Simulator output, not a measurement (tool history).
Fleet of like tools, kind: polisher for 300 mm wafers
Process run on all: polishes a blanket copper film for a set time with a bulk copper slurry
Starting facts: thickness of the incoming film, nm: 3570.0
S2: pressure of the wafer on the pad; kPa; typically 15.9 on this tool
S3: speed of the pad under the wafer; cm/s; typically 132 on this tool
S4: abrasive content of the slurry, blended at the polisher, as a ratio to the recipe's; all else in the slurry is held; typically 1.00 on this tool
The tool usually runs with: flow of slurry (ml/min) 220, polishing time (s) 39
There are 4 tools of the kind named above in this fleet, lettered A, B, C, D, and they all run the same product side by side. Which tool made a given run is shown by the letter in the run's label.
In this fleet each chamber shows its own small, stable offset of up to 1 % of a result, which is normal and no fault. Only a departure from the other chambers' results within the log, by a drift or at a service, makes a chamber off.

At hour 1.9: chamber B: worn pad replaced by a new one.
Run 1B, hour 3.6: usual settings. Result: film removed (nm) 333.62.
Run 2A, hour 7.1: usual settings. Result: film removed (nm) 325.14.
Run 3C, hour 13.2: usual settings. Result: film removed (nm) 325.64.
Run 4D, hour 18.5: usual settings. Result: film removed (nm) 328.37.
Run 5C, hour 24.7: usual settings. Result: film removed (nm) 331.23.
At hour 29.3: chamber D: slurry blender recalibrated.
Run 6A, hour 31.1: usual settings. Result: film removed (nm) 329.58.
Run 7B, hour 35.2: usual settings. Result: film removed (nm) 328.06.
Run 8D, hour 38.2: usual settings but S3 170 cm/s. Result: film removed (nm) 427.56.
At hour 39.2: chamber C: worn pad replaced by a new one.
Run 9D, hour 43.6: usual settings but S3 170 cm/s. Result: film removed (nm) 425.20.
At hour 45.5: chamber A: worn pad replaced by a new one.
At hour 47.3: chamber D: worn pad replaced by a new one.
At hour 48.2: chamber A: slurry nozzle cleaned.
Run 10B, hour 49.9: usual settings but S3 170 cm/s. Result: film removed (nm) 425.77.
Run 11A, hour 54.8: usual settings but S3 170 cm/s. Result: film removed (nm) 418.13.
Run 12C, hour 59.4: usual settings. Result: film removed (nm) 323.26.
At hour 62.4: chamber B: slurry blender recalibrated.
Run 13D, hour 64.2: usual settings. Result: film removed (nm) 332.07.
Run 14C, hour 69.9: usual settings. Result: film removed (nm) 332.35.
At hour 72.2: chamber B: slurry nozzle cleaned.
Run 15B, hour 73.7: usual settings. Result: film removed (nm) 326.64.
At hour 77.0: chamber B: head pressure recalibrated.
Run 16A, hour 77.5: usual settings. Result: film removed (nm) 325.55.
Run 17C, hour 82.0: usual settings. Result: film removed (nm) 330.14.
At hour 82.1: chamber A: worn pad replaced by a new one.
At hour 86.2: chamber B: worn pad replaced by a new one.
Run 18B, hour 87.7: usual settings. Result: film removed (nm) 363.27.
Run 19A, hour 93.1: usual settings. Result: film removed (nm) 335.26.
Run 20D, hour 96.1: usual settings. Result: film removed (nm) 333.80.
Run 21A, hour 100.8: usual settings. Result: film removed (nm) 331.21.
At hour 105.1: chamber C: worn pad replaced by a new one.
Run 22B, hour 105.9: usual settings. Result: film removed (nm) 364.89.
At hour 107.2: chamber D: worn pad replaced by a new one.
Run 23D, hour 108.7: usual settings. Result: film removed (nm) 330.01.
Run 24C, hour 114.4: usual settings. Result: film removed (nm) 319.95.
At hour 117.5: chamber A: worn pad replaced by a new one.
Run 25A, hour 119.5: usual settings. Result: film removed (nm) 329.19.
Run 26C, hour 125.5: usual settings. Result: film removed (nm) 326.90.
Run 27B, hour 129.0: usual settings. Result: film removed (nm) 362.66.
Run 28D, hour 133.0: usual settings. Result: film removed (nm) 326.57.
At hour 134.1: chamber D: slurry nozzle cleaned.
Run 29D, hour 138.6: usual settings. Result: film removed (nm) 330.81.
Run 30A, hour 142.4: usual settings. Result: film removed (nm) 327.01.
Run 31B, hour 147.9: usual settings. Result: film removed (nm) 357.67.
At hour 148.1: chamber D: slurry blender recalibrated.
Run 32C, hour 151.7: usual settings. Result: film removed (nm) 325.02.
Run 33C, hour 154.5: usual settings but S3 100 cm/s, S4 1.15. Result: film removed (nm) 259.37.
At hour 156.8: chamber D: worn pad replaced by a new one.
Run 34B, hour 157.4: usual settings but S3 100 cm/s, S4 1.15. Result: film removed (nm) 285.54.
At hour 157.5: chamber A: worn pad replaced by a new one.
At hour 160.3: chamber C: worn pad replaced by a new one.
Run 35D, hour 163.4: usual settings but S3 100 cm/s, S4 1.15. Result: film removed (nm) 260.16.
Run 36A, hour 168.7: usual settings but S3 100 cm/s, S4 1.15. Result: film removed (nm) 253.55.
At hour 170.6: chamber C: slurry blender recalibrated.
Run 37A, hour 174.1: usual settings. Result: film removed (nm) 325.38.
At hour 176.9: chamber B: worn pad replaced by a new one.
Run 38B, hour 179.6: usual settings but S4 1.20. Result: film removed (nm) 373.66.
Run 39C, hour 185.1: usual settings but S4 1.20. Result: film removed (nm) 337.72.
At hour 186.5: chamber A: slurry blender recalibrated.
Run 40D, hour 190.5: usual settings but S4 1.20. Result: film removed (nm) 344.31.
Run 41B, hour 195.1: usual settings but S4 1.20. Result: film removed (nm) 373.32.
Run 42C, hour 198.9: usual settings. Result: film removed (nm) 332.03.
At hour 201.3: chamber A: worn pad replaced by a new one.
Run 43A, hour 202.3: usual settings. Result: film removed (nm) 329.13.
Run 44D, hour 206.3: usual settings but S2 11.7 kPa, S4 0.85. Result: film removed (nm) 238.04.

Is one chamber off against the others, does the gauge drift, or is nothing wrong? If a chamber is off, say which, and what the likeliest cause is.

After it was serviced, chamber B no longer matches the other chambers.
What lies behind it: head's pressure above its setpoint, % = 9.09.

Here are 4 candidates for chamber B's next run, each the usual settings with a change, their results left as question marks. Which one brings its results back in line with what the others give on the usual settings?
Maximum distance from the other chambers' mean on the usual settings for a result to count as in line: film removed (nm) 10.00
Run 45B-1, hour 211.0: usual settings but polishing time (s) 43. Result: film removed (nm) ?.
Run 45B-2, hour 211.0: usual settings but S3 130 cm/s, polishing time (s) 38. Result: film removed (nm) ?.
Run 45B-3, hour 211.0: usual settings but S3 136 cm/s. Result: film removed (nm) ?.
Run 45B-4, hour 211.0: usual settings but flow of slurry (ml/min) 130. Result: film removed (nm) ?.

Usual-settings mean across the other chambers: film removed (nm) 328.49
  run  film removed (nm)
45B-1             395.23
45B-2             343.96
45B-3             369.37
45B-4             330.93
45B-4 brings the chamber back in line.
